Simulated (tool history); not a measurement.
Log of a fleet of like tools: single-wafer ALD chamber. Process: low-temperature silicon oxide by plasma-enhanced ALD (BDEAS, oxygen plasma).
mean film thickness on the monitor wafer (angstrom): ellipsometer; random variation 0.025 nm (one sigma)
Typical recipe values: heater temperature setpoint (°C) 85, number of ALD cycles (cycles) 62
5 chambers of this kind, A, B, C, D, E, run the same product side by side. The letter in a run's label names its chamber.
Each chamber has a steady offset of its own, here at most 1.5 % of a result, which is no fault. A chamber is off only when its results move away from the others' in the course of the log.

run	hour	heater temperature setpoint (°C)	number of ALD cycles (cycles)	hours since the last thermocouple change	read-back reference wafer on the same gauge, thickness_nm	mean film thickness on the monitor wafer (angstrom)
1E	4.1	85	62	1134.4	8.4137	92.649
2C	7.7	85	62	467	8.4057	92.259
3D	9.9	85	62	2479.4	8.4142	93.495
4A	13	85	62	228.2	8.4128	93.509
5B	15.8	85	62	1350.4	8.4097	93.528
6B	19.3	85	62	1353.9	8.4119	93.646
7C	22.9	78	52	482.2	8.4101	79.353
8A	26.4	78	52	241.6	8.412	80.71
9E	30.1	78	52	1160.4	8.4052	79.309
10D	33.5	78	52	2503	8.4129	80.471
11E	37.9	78	52	1168.2	8.4067	79.707
12A	42	85	62	257.2	8.4097	93.419
13B	44.5	85	62	1379.1	8.4091	93.919
14D	47.5	76	55	2517	8.407	85.95
15C	51.2	76	55	510.5	8.414	84.317
16D	54.7	76	55	2524.2	8.4059	85.419
17E	58.2	76	55	1188.5	8.4151	84.856
18B	61.9	76	55	1396.5	8.4138	86.103
19A	65.1	85	62	280.3	8.4064	93.73
20C	67.5	85	62	526.8	8.4106	92.534
21D	71.6	85	62	2541.1	8.4151	93.542
22B	75.2	85	62	1409.8	8.4062	93.645
23E	78.9	85	62	1209.2	8.4113	92.377
24C	81.8	85	62	541.1	8.4075	92.475
25A	84.4	85	62	299.6	8.4094	94.187
26D	88	85	62	2557.5	8.4101	93.317
27B	90.1	85	62	1424.7	8.4144	93.805
28E	94.5	85	62	1224.8	8.4126	92.738
29A	98.7	85	62	313.9	8.4151	94.259
30C	102.7	85	62	562	8.4024	92.517
31A	106.4	85	62	321.6	8.4105	94.044
32B	110.2	85	62	1444.8	8.4071	94.042
33E	113.7	85	62	1244	8.4068	92.934
34D	115.6	85	62	2585.1	8.4086	93.364
35C	118	85	53	577.3	8.4139	79.174
36E	121.3	85	53	1251.6	8.4054	79.213
37D	123.2	85	53	2592.7	8.4127	80.282
38A	127.1	85	53	342.3	8.4122	79.806
39C	129.4	85	53	588.7	8.4093	78.972

Predict what each chamber gives when all 5 of them run the settings below next.
40A	132.5	85	55			?
40B	132.5	85	55			?
40C	132.5	85	55			?
40D	132.5	85	55			?
40E	132.5	85	55			?

run	mean film thickness on the monitor wafer (angstrom)
40A	82.97
40B	83.244
40C	81.825
40D	83.099
40E	82.314
